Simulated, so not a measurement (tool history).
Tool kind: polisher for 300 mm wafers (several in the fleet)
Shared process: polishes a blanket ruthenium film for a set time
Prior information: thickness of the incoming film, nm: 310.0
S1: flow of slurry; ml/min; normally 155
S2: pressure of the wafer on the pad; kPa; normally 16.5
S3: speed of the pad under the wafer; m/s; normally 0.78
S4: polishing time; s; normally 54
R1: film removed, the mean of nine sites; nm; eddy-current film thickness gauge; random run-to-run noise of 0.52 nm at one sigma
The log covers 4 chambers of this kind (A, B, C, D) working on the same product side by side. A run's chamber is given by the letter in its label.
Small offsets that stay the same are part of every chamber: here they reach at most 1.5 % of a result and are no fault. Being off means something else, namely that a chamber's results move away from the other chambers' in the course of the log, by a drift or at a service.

run   hour   S1    S2    S3  S4      R1
       6.8  -- chamber C: worn pad replaced by a new one
 1B   10.9  155  16.5  0.78  54  49.982
 2A   22.4  155  16.5  0.78  54  49.114
 3D   33.4  155  16.5  0.78  54  49.382
 4C     42  155  16.5  0.78  54  50.038
      49.1  -- chamber D: worn pad replaced by a new one
 5D   49.4  155  16.5  0.78  54  49.206
      56.7  -- chamber A: slurry nozzle cleaned
 6C   59.8  155  16.5  0.78  54  49.247
 7A   71.4  155  16.5  0.78  54  48.743
 8B   82.1  155  16.5  0.78  66  61.397
      89.9  -- chamber A: worn pad replaced by a new one
 9C     92  155  16.5  0.78  66  60.673
      93.7  -- chamber B: worn pad replaced by a new one
     105.8  -- chamber C: worn pad replaced by a new one
10B  106.5  155  16.5  0.78  66  60.481
     108.2  -- chamber D: head pressure recalibrated
11A  118.2  155  16.5  0.78  66  60.913
12D  127.1  155  16.5  0.78  54  48.988
13D  134.2  155  16.5  0.78  54  49.582
14B  147.6  155  16.5  0.78  54  50.059
15A  157.2  155  16.5  0.78  54  50.022
     169.5  -- chamber D: worn pad replaced by a new one
16C  171.6  155  16.5  0.78  54  49.668
17A  183.1  155  16.5  0.78  54  50.773
18D  192.3  155  16.5  0.78  54   48.79
       195  -- chamber A: worn pad replaced by a new one
     197.3  -- chamber B: worn pad replaced by a new one
19C  199.9  155  16.5  0.78  54   50.38
     209.6  -- chamber C: worn pad replaced by a new one
20B  211.7  155  16.5  0.78  54  49.572
     217.6  -- chamber C: head pressure recalibrated
21C    223  155  16.5  0.78  54  50.557
     228.2  -- chamber C: slurry nozzle cleaned
     231.3  -- chamber B: slurry nozzle cleaned
22D  235.9  155  16.5  0.78  43  39.557
23B  245.2  155  16.5  0.78  43  39.851
24A  257.4  155  16.5  0.78  43  40.497
25B  265.7  155  16.5  0.78  43  39.879
26A  274.4  125  21.4  0.78  54  64.519
27C    283  125  21.4  0.78  54  62.925
     283.3  -- chamber D: worn pad replaced by a new one
28D    293  125  21.4  0.78  54  61.295
     294.4  -- chamber C: worn pad replaced by a new one
     300.2  -- chamber B: worn pad replaced by a new one
       302  -- chamber A: worn pad replaced by a new one
29D  302.7  125  21.4  0.78  54  60.776
30A  310.1  155  16.5  0.78  54  52.337
31C  317.1  155  16.5  0.78  54   50.77
32B  329.4  155  19.3  0.54  54    40.9
33B  340.1  155  19.3  0.54  54  41.031
34C  348.7  155  19.3  0.54  54  40.581
35D  362.8  155  19.3  0.54  54  40.042
36A  374.1  155  16.5  0.78  54  53.591
37B  384.4  155  16.5  0.78  54  50.345
38C  396.9  155  16.5  0.78  54  51.061
     398.4  -- chamber C: worn pad replaced by a new one
     399.8  -- chamber D: worn pad replaced by a new one
     402.3  -- chamber A: worn pad replaced by a new one
39D  409.8  155  16.5  0.78  54   49.44
     413.1  -- chamber B: worn pad replaced by a new one
40A  419.5  155  16.5  0.78  54  54.195
41C  431.6  110  16.5  0.78  54  46.891
42B  444.7  110  16.5  0.78  54  46.261
     446.7  -- chamber D: slurry nozzle cleaned
43A  451.7  110  16.5  0.78  54  50.371
44D  461.3  110  16.5  0.78  54   45.92

Is one chamber out of step, is the gauge drifting, or do the chambers differ by no more than their own small offsets? For an off chamber, give its letter and the likeliest cause.

One chamber, A, drifts off from the rest bit by bit.
Most likely cause: head's pressure above its setpoint, % = 9.29.

Which of the 4 candidates below, each the usual settings with something changed and its results left as question marks, puts chamber A back in line with what the other chambers give on the usual settings?
In line means no further than this from the other chambers' mean on the usual settings: R1 1.8 nm
45A-1  472.1  155  16.5  0.82  56   ?
45A-2  472.1  155  16.5  0.78  55   ?
45A-3  472.1  155  16.5  0.78  53   ?
45A-4  472.1  155  15.2  0.78  54   ?

Mean of the other chambers on the usual settings: R1 49.99 nm
  run      R1
45A-1  59.038
45A-2   55.13
45A-3  53.126
45A-4  49.685
45A-4 puts the chamber back in line with the other chambers.
